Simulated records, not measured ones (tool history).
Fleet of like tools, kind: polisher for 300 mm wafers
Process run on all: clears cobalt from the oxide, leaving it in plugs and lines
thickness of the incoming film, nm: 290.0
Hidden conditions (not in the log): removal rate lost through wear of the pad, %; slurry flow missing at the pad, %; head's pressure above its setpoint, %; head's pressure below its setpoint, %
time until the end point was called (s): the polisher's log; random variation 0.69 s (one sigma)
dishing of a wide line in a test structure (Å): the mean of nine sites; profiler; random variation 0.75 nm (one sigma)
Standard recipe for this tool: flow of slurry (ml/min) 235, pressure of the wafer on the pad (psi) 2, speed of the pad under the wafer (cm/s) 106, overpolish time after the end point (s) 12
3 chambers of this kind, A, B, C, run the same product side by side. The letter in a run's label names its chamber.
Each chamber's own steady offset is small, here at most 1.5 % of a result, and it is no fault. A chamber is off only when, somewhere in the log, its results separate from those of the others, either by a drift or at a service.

| run | hour | flow of slurry (ml/min) | pressure of the wafer on the pad (psi) | speed of the pad under the wafer (cm/s) | overpolish time after the end point (s) | wafers polished on this pad | hours since the slurry nozzle was cleaned | hours since the head pressure was calibrated | time until the end point was called (s) | dishing of a wide line in a test structure (Å) |
|---|---|---|---|---|---|---|---|---|---|---|
| 1A | 8.7 | 235 | 2 | 106 | 12 | 837 | 279.5 | 289.7 | 49.245 | 445.53 |
| 2C | 20.6 | 235 | 2 | 106 | 12 | 1132 | 95.7 | 136.7 | 50.352 | 443.47 |
|  | 31.6 | chamber C: worn pad replaced by a new one |
| 3B | 36.5 | 235 | 2 | 106 | 12 | 599 | 44.4 | 527.9 | 50.406 | 457.05 |
|  | 41.2 | chamber A: worn pad replaced by a new one |
| 4C | 47.7 | 235 | 2 | 106 | 12 | 173 | 122.8 | 163.8 | 48.931 | 440.87 |
| 5A | 61.9 | 235 | 2 | 106 | 12 | 223 | 332.7 | 342.9 | 49.28 | 457.31 |
| 6B | 71.4 | 235 | 1.7 | 106 | 12 | 974 | 79.3 | 562.8 | 59.561 | 401.52 |
| 7C | 81.7 | 235 | 1.7 | 106 | 12 | 539 | 156.8 | 197.8 | 59.93 | 402.15 |
|  | 88.2 | chamber B: worn pad replaced by a new one |
| 8B | 92.9 | 235 | 1.7 | 106 | 12 | 51 | 100.8 | 584.3 | 60.458 | 405.64 |
| 9A | 101.4 | 235 | 2.5 | 106 | 9 | 647 | 372.2 | 382.4 | 40.281 | 429.3 |
| 10A | 110.7 | 235 | 2.5 | 106 | 9 | 747 | 381.5 | 391.7 | 40.18 | 422.81 |
| 11C | 119.7 | 235 | 2.5 | 106 | 9 | 947 | 194.8 | 235.8 | 40.806 | 417.96 |
| 12B | 133.5 | 235 | 2 | 106 | 12 | 487 | 141.4 | 624.9 | 50.172 | 466.15 |
|  | 140.1 | chamber C: slurry nozzle cleaned |
| 13A | 146.5 | 235 | 2 | 106 | 12 | 1132 | 417.3 | 427.5 | 50.285 | 448.64 |
|  | 152.9 | chamber C: worn pad replaced by a new one |
|  | 153.3 | chamber A: head pressure recalibrated |
| 14B | 154.6 | 235 | 2 | 106 | 12 | 714 | 162.5 | 646 | 50.157 | 438.26 |
| 15C | 170.6 | 235 | 2.7 | 106 | 12 | 190 | 30.5 | 286.7 | 37.08 | 527.84 |
|  | 176.4 | chamber A: worn pad replaced by a new one |
| 16C | 177.9 | 235 | 2.7 | 106 | 12 | 268 | 37.8 | 294 | 37.365 | 522.49 |
| 17B | 190.7 | 235 | 2.7 | 106 | 12 | 1102 | 198.6 | 682.1 | 37.089 | 531.74 |
|  | 192.2 | chamber B: worn pad replaced by a new one |
| 18A | 199.8 | 235 | 2 | 106 | 12 | 251 | 470.6 | 46.6 | 50.143 | 447.66 |
| 19C | 209.5 | 235 | 2 | 106 | 12 | 608 | 69.4 | 325.6 | 51.054 | 446.77 |
| 20B | 220.7 | 190 | 2.3 | 106 | 12 | 306 | 228.6 | 712.1 | 46.019 | 477.96 |
| 21A | 231.9 | 190 | 2.3 | 106 | 12 | 596 | 502.7 | 78.7 | 44.101 | 483.61 |
| 22B | 245.3 | 190 | 2.3 | 106 | 12 | 571 | 253.2 | 736.7 | 46.244 | 496.32 |
| 23A | 261.5 | 235 | 2 | 106 | 12 | 914 | 532.3 | 108.3 | 49.207 | 452.05 |
|  | 262.7 | chamber C: worn pad replaced by a new one |
| 24C | 275.2 | 180 | 2 | 106 | 12 | 135 | 135.1 | 391.3 | 50.839 | 439.13 |
| 25C | 287.2 | 180 | 2 | 106 | 12 | 264 | 147.1 | 403.3 | 50.295 | 437.61 |
|  | 299.2 | chamber B: worn pad replaced by a new one |
| 26A | 301 | 180 | 2 | 106 | 12 | 1339 | 571.8 | 147.8 | 52.981 | 449.12 |
|  | 310 | chamber A: worn pad replaced by a new one |
| 27B | 311.9 | 235 | 2 | 106 | 12 | 136 | 319.8 | 803.3 | 52.716 | 428.79 |
| 28B | 326.1 | 235 | 2 | 106 | 12 | 289 | 334 | 817.5 | 53.555 | 431.1 |
|  | 332.4 | chamber A: slurry nozzle cleaned |
| 29A | 338.4 | 235 | 2 | 106 | 12 | 305 | 6.1 | 185.2 | 50.061 | 434.62 |
| 30C | 350 | 235 | 2 | 106 | 12 | 939 | 209.9 | 466.1 | 49.796 | 437.01 |
| 31A | 364.1 | 235 | 2 | 106 | 12 | 582 | 31.8 | 210.9 | 50.691 | 451.13 |
|  | 375.2 | chamber C: worn pad replaced by a new one |
| 32C | 376.3 | 235 | 2 | 106 | 12 | 12 | 236.2 | 492.4 | 48.565 | 453.96 |
|  | 389 | chamber C: slurry nozzle cleaned |
| 33B | 389.6 | 235 | 1.6 | 106 | 9 | 971 | 397.5 | 881 | 68.104 | 315.39 |
|  | 397.9 | chamber B: worn pad replaced by a new one |
| 34B | 399.9 | 235 | 1.6 | 106 | 9 | 22 | 407.8 | 891.3 | 67.541 | 302.68 |
| 35A | 414.9 | 235 | 1.6 | 106 | 9 | 1128 | 82.6 | 261.7 | 61.489 | 316.04 |
| 36C | 424.8 | 235 | 2 | 106 | 12 | 533 | 35.9 | 540.9 | 50.127 | 440.21 |
|  | 429.2 | chamber A: worn pad replaced by a new one |
| 37C | 434.3 | 235 | 2 | 106 | 12 | 635 | 45.4 | 550.4 | 50.708 | 448.27 |
| 38B | 446.9 | 235 | 2 | 106 | 12 | 527 | 454.8 | 938.3 | 56.395 | 421.81 |
| 39A | 456.7 | 235 | 2 | 106 | 12 | 295 | 124.4 | 303.5 | 51.201 | 456.82 |
| 40B | 464.8 | 235 | 2 | 106 | 12 | 719 | 472.7 | 956.2 | 54.731 | 438.1 |
| 41A | 477.2 | 235 | 2 | 106 | 12 | 515 | 144.9 | 324 | 49.546 | 449.11 |
| 42C | 489.8 | 275 | 2 | 106 | 12 | 1232 | 100.9 | 605.9 | 50.491 | 449.46 |

Read the log: is a single chamber off, either drifting away or since a service, is the gauge that measures every chamber drifting, or is nothing wrong beyond small per-chamber offsets? Name any odd chamber and what most likely caused it.

One chamber, B, drifts off from the rest bit by bit.
What lies behind it: head's pressure below its setpoint, % = 11.4.

Which of the 4 candidates below, each the usual settings with something changed and its results left as question marks, puts chamber B back in line with what the other chambers give on the usual settings?
In line here means within this much of the mean the other chambers give on the usual settings: time until the end point was called (s) 2.4; dishing of a wide line in a test structure (Å) 26
| 43B-1 | 501.7 | 235 | 2 | 108 | 12 |  |  |  | ? | ? |
| 43B-2 | 501.7 | 235 | 2 | 104 | 12 |  |  |  | ? | ? |
| 43B-3 | 501.7 | 235 | 1.9 | 100 | 12 |  |  |  | ? | ? |
| 43B-4 | 501.7 | 235 | 2.1 | 112 | 12 |  |  |  | ? | ? |

Other chambers, usual settings, mean: time until the end point was called (s) 50.303; dishing of a wide line in a test structure (Å) 447.52
| run | time until the end point was called (s) | dishing of a wide line in a test structure (Å) |
|---|---|---|
| 43B-1 | 55.803 | 424.9 |
| 43B-2 | 57.917 | 414.81 |
| 43B-3 | 63.38 | 390.67 |
| 43B-4 | 51.264 | 448.15 |
It is 43B-4 that realigns the chamber with its peers.
